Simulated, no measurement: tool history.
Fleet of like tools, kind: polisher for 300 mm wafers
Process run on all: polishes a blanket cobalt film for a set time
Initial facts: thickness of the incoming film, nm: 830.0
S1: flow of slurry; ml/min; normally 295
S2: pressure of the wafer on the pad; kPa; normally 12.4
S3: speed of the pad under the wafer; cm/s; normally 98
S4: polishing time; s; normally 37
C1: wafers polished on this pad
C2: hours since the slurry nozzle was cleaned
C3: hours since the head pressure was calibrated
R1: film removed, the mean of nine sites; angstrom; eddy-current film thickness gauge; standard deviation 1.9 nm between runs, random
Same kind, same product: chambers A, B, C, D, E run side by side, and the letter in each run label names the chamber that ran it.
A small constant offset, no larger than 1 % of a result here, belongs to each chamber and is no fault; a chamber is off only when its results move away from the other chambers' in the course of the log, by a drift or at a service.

{"hour": 3.8, "done": "chamber D: worn pad replaced by a new one"}
{"run": "1E", "hour": 5.7, "S1": 295, "S2": 12.4, "S3": 98, "S4": 37, "C1": 464, "C2": 269.0, "C3": 189.1, "R1": 1673.2}
{"hour": 12.3, "done": "chamber C: worn pad replaced by a new one"}
{"run": "2A", "hour": 13.9, "S1": 295, "S2": 12.4, "S3": 98, "S4": 37, "C1": 543, "C2": 609.2, "C3": 846.0, "R1": 1734.5}
{"run": "3C", "hour": 21.6, "S1": 295, "S2": 12.4, "S3": 98, "S4": 37, "C1": 157, "C2": 168.3, "C3": 400.4, "R1": 1705.5}
{"hour": 22.1, "done": "chamber A: slurry nozzle cleaned"}
{"hour": 22.3, "done": "chamber E: worn pad replaced by a new one"}
{"hour": 22.3, "done": "chamber A: head pressure recalibrated"}
{"run": "4B", "hour": 26.5, "S1": 295, "S2": 12.4, "S3": 98, "S4": 37, "C1": 727, "C2": 348.0, "C3": 285.6, "R1": 1701.5}
{"run": "5D", "hour": 31.1, "S1": 295, "S2": 12.4, "S3": 98, "S4": 37, "C1": 458, "C2": 131.1, "C3": 369.4, "R1": 1705.5}
{"hour": 33.9, "done": "chamber A: worn pad replaced by a new one"}
{"hour": 36.3, "done": "chamber B: worn pad replaced by a new one"}
{"run": "6B", "hour": 39.5, "S1": 295, "S2": 12.4, "S3": 98, "S4": 31, "C1": 54, "C2": 361.0, "C3": 298.6, "R1": 1436.2}
{"run": "7E", "hour": 44.0, "S1": 295, "S2": 12.4, "S3": 98, "S4": 31, "C1": 365, "C2": 307.3, "C3": 227.4, "R1": 1442.1}
{"run": "8A", "hour": 50.1, "S1": 295, "S2": 12.4, "S3": 98, "S4": 31, "C1": 273, "C2": 28.0, "C3": 27.9, "R1": 1418.9}
{"run": "9D", "hour": 57.5, "S1": 295, "S2": 12.4, "S3": 98, "S4": 31, "C1": 901, "C2": 157.5, "C3": 395.8, "R1": 1422.2}
{"run": "10C", "hour": 63.5, "S1": 295, "S2": 12.4, "S3": 98, "S4": 31, "C1": 860, "C2": 210.2, "C3": 442.3, "R1": 1442.4}
{"hour": 70.0, "done": "chamber C: worn pad replaced by a new one"}
{"run": "11C", "hour": 70.8, "S1": 295, "S2": 12.4, "S3": 98, "S4": 37, "C1": 14, "C2": 217.5, "C3": 449.6, "R1": 1671.8}
{"hour": 74.5, "done": "chamber E: worn pad replaced by a new one"}
{"run": "12D", "hour": 79.7, "S1": 295, "S2": 12.4, "S3": 98, "S4": 37, "C1": 1273, "C2": 179.7, "C3": 418.0, "R1": 1692.7}
{"hour": 82.2, "done": "chamber B: worn pad replaced by a new one"}
{"hour": 82.7, "done": "chamber A: worn pad replaced by a new one"}
{"hour": 87.6, "done": "chamber D: worn pad replaced by a new one"}
{"run": "13A", "hour": 88.4, "S1": 295, "S2": 12.4, "S3": 98, "S4": 37, "C1": 96, "C2": 66.3, "C3": 66.2, "R1": 1705.8}
{"run": "14E", "hour": 96.0, "S1": 295, "S2": 12.4, "S3": 98, "S4": 37, "C1": 360, "C2": 359.3, "C3": 279.4, "R1": 1718.9}
{"run": "15B", "hour": 103.6, "S1": 295, "S2": 12.4, "S3": 98, "S4": 37, "C1": 359, "C2": 425.1, "C3": 362.7, "R1": 1691.8}
{"run": "16B", "hour": 107.6, "S1": 295, "S2": 12.4, "S3": 98, "S4": 37, "C1": 426, "C2": 429.1, "C3": 366.7, "R1": 1734.0}
{"hour": 112.3, "done": "chamber C: slurry nozzle cleaned"}
{"run": "17A", "hour": 115.5, "S1": 295, "S2": 12.4, "S3": 98, "S4": 37, "C1": 550, "C2": 93.4, "C3": 93.3, "R1": 1715.7}
{"hour": 117.5, "done": "chamber E: worn pad replaced by a new one"}
{"hour": 118.0, "done": "chamber C: worn pad replaced by a new one"}
{"run": "18E", "hour": 119.4, "S1": 295, "S2": 12.4, "S3": 98, "S4": 37, "C1": 32, "C2": 382.7, "C3": 302.8, "R1": 1736.5}
{"run": "19C", "hour": 127.9, "S1": 295, "S2": 12.4, "S3": 98, "S4": 37, "C1": 166, "C2": 15.6, "C3": 506.7, "R1": 1666.1}
{"run": "20D", "hour": 132.0, "S1": 390, "S2": 12.4, "S3": 98, "S4": 32, "C1": 745, "C2": 232.0, "C3": 470.3, "R1": 1489.0}
{"run": "21C", "hour": 136.1, "S1": 390, "S2": 12.4, "S3": 98, "S4": 32, "C1": 303, "C2": 23.8, "C3": 514.9, "R1": 1455.5}
{"hour": 136.7, "done": "chamber A: worn pad replaced by a new one"}
{"hour": 137.2, "done": "chamber B: worn pad replaced by a new one"}
{"run": "22B", "hour": 141.9, "S1": 390, "S2": 12.4, "S3": 98, "S4": 32, "C1": 79, "C2": 463.4, "C3": 401.0, "R1": 1498.0}
{"run": "23D", "hour": 149.9, "S1": 390, "S2": 12.4, "S3": 98, "S4": 32, "C1": 1046, "C2": 249.9, "C3": 488.2, "R1": 1528.8}
{"run": "24A", "hour": 155.6, "S1": 390, "S2": 12.4, "S3": 98, "S4": 32, "C1": 318, "C2": 133.5, "C3": 133.4, "R1": 1519.6}
{"hour": 156.6, "done": "chamber E: worn pad replaced by a new one"}
{"run": "25E", "hour": 162.7, "S1": 295, "S2": 12.4, "S3": 98, "S4": 37, "C1": 103, "C2": 426.0, "C3": 346.1, "R1": 1706.2}
{"hour": 167.1, "done": "chamber C: worn pad replaced by a new one"}
{"run": "26E", "hour": 168.0, "S1": 295, "S2": 12.4, "S3": 98, "S4": 37, "C1": 192, "C2": 431.3, "C3": 351.4, "R1": 1716.0}
{"hour": 173.1, "done": "chamber D: worn pad replaced by a new one"}
{"run": "27B", "hour": 174.5, "S1": 295, "S2": 12.4, "S3": 98, "S4": 37, "C1": 625, "C2": 496.0, "C3": 433.6, "R1": 1724.3}
{"hour": 182.7, "done": "chamber A: worn pad replaced by a new one"}
{"run": "28C", "hour": 182.9, "S1": 295, "S2": 12.4, "S3": 98, "S4": 37, "C1": 265, "C2": 70.6, "C3": 561.7, "R1": 1611.0}
{"hour": 184.9, "done": "chamber B: worn pad replaced by a new one"}
{"run": "29D", "hour": 187.0, "S1": 295, "S2": 12.4, "S3": 98, "S4": 37, "C1": 233, "C2": 287.0, "C3": 525.3, "R1": 1689.0}
{"run": "30A", "hour": 192.5, "S1": 295, "S2": 12.4, "S3": 98, "S4": 37, "C1": 165, "C2": 170.4, "C3": 170.3, "R1": 1717.9}
{"run": "31C", "hour": 196.9, "S1": 295, "S2": 12.4, "S3": 98, "S4": 37, "C1": 500, "C2": 84.6, "C3": 575.7, "R1": 1566.7}
{"run": "32A", "hour": 203.1, "S1": 295, "S2": 12.4, "S3": 98, "S4": 37, "C1": 343, "C2": 181.0, "C3": 180.9, "R1": 1708.8}
{"hour": 204.7, "done": "chamber E: worn pad replaced by a new one"}
{"run": "33B", "hour": 211.2, "S1": 295, "S2": 12.4, "S3": 98, "S4": 37, "C1": 441, "C2": 532.7, "C3": 470.3, "R1": 1714.4}
{"run": "34D", "hour": 216.2, "S1": 260, "S2": 12.4, "S3": 68, "S4": 37, "C1": 723, "C2": 316.2, "C3": 554.5, "R1": 1160.6}
{"run": "35E", "hour": 221.9, "S1": 260, "S2": 12.4, "S3": 68, "S4": 37, "C1": 288, "C2": 485.2, "C3": 405.3, "R1": 1165.7}
{"run": "36B", "hour": 227.2, "S1": 260, "S2": 12.4, "S3": 68, "S4": 37, "C1": 709, "C2": 548.7, "C3": 486.3, "R1": 1169.5}

One chamber off, gauge drift, or nothing amiss beyond the chambers' own small offsets? If it is a chamber, which one, and what is the likeliest cause?

It is chamber C that slowly wanders off from its peers.
Cause: head's pressure below its setpoint, % = 10.4.

Below are 4 candidate recipes for chamber C's next run, each the usual settings with a change, their results shown as question marks. Which of them brings C's results back in line with what the other chambers give on the usual settings?
Allowed miss from the other chambers' usual-settings mean, per result, to count as in line: R1 67.0 angstrom
{"run": "37C-1", "hour": 233.6, "S1": 295, "S2": 11.7, "S3": 92, "S4": 35, "R1": "?"}
{"run": "37C-2", "hour": 233.6, "S1": 300, "S2": 13.8, "S3": 98, "S4": 37, "R1": "?"}
{"run": "37C-3", "hour": 233.6, "S1": 290, "S2": 12.4, "S3": 88, "S4": 37, "R1": "?"}
{"run": "37C-4", "hour": 233.6, "S1": 295, "S2": 12.4, "S3": 116, "S4": 37, "R1": "?"}

On the usual settings, the other chambers give on average: R1 1706.8 angstrom
run=37C-1 R1=1285.4
run=37C-2 R1=1702.4
run=37C-3 R1=1372.8
run=37C-4 R1=1814.3
Change 37C-2 lands the chamber within the allowed miss of the other chambers.
